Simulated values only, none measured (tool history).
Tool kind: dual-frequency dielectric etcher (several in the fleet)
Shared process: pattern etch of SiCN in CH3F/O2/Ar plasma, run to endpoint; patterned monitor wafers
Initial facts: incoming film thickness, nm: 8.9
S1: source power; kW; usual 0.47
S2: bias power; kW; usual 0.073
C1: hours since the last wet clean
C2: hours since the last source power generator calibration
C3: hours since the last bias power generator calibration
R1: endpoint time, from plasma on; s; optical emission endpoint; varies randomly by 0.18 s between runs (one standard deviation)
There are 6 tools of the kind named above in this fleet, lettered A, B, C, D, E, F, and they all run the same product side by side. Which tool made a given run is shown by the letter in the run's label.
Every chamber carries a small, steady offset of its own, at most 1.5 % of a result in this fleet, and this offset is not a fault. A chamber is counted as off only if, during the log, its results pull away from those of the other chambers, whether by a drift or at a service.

run,hour,S1,S2,C1,C2,C3,R1
1F,5,0.47,0.073,296.4,298.4,2632.7,22.713
2D,8.3,0.47,0.073,202.2,1274.3,2298.5,22.472
3E,13.8,0.47,0.073,315.4,4547.7,2329.8,22.053
4B,18.6,0.47,0.073,94.1,1062.3,2825.4,22.12
5C,24.6,0.47,0.073,263,1754.4,2406.4,22.332
6A,28.8,0.47,0.073,362,1568.6,2523.4,22.258
7D,31.5,0.47,0.073,225.4,1297.5,2321.7,22.314
8F,36,0.41,0.065,327.4,329.4,2663.7,24.797
9E,41.7,0.41,0.065,343.3,4575.6,2357.7,24.465
10B,47,0.41,0.065,122.5,1090.7,2853.8,24.473
11C,53.1,0.41,0.065,291.5,1782.9,2434.9,24.521
12A,58.9,0.41,0.065,392.1,1598.7,2553.5,24.431
13D,62.3,0.41,0.065,256.2,1328.3,2352.5,24.572
14B,65.7,0.47,0.073,141.2,1109.4,2872.5,22.054
15A,70.8,0.47,0.073,404,1610.6,2565.4,21.941
16E,74.6,0.47,0.073,376.2,4608.5,2390.6,22.019
# hour 77.9: chamber F: wet clean of the chamber
17F,80.4,0.47,0.073,2.5,373.8,2708.1,22.393
18C,83.4,0.47,0.073,321.8,1813.2,2465.2,22.534
19A,86.6,0.41,0.084,419.8,1626.4,2581.2,22.516
20F,90.8,0.41,0.084,12.9,384.2,2718.5,22.757
21C,94.8,0.41,0.084,333.2,1824.6,2476.6,22.256
22B,100.5,0.41,0.084,176,1144.2,2907.3,22.312
23E,105.4,0.41,0.084,407,4639.3,2421.4,21.908
24D,108.6,0.41,0.084,302.5,1374.6,2398.8,22.49
# hour 109: chamber C: bias power generator calibrated
25E,113.6,0.47,0.073,415.2,4647.5,2429.6,22.159
# hour 115.3: chamber E: wet clean of the chamber
26B,117.7,0.47,0.073,193.2,1161.4,2924.5,22.138
27A,120.4,0.47,0.073,453.6,1660.2,2615,22.266
28F,125.4,0.47,0.073,47.5,418.8,2753.1,22.285
29D,129.3,0.37,0.089,323.2,1395.3,2419.5,22.539
30C,134.1,0.37,0.089,372.5,1863.9,25.2,22.354
# hour 134.9: chamber A: wet clean of the chamber
31C,138.1,0.37,0.089,376.5,1867.9,29.2,22.651
32D,142.3,0.37,0.089,336.2,1408.3,2432.5,22.706
33F,145.9,0.37,0.089,68,439.3,2773.6,22.908
34E,150.6,0.37,0.089,35.3,4684.5,2466.6,22.599
35B,155,0.47,0.073,230.5,1198.7,2961.8,22.065
36A,160.8,0.57,0.073,26,1700.6,2655.4,20.738
37F,167,0.57,0.073,89.1,460.4,2794.7,20.926
38D,170.5,0.57,0.073,364.4,1436.5,2460.7,21.071

Does one chamber stand apart from the rest, does the shared gauge drift, or is all well apart from small per-chamber offsets? Give the chamber and the most likely cause, where there is one.

Beyond each chamber's small constant offset nothing stands out, and the gauge stays steady.
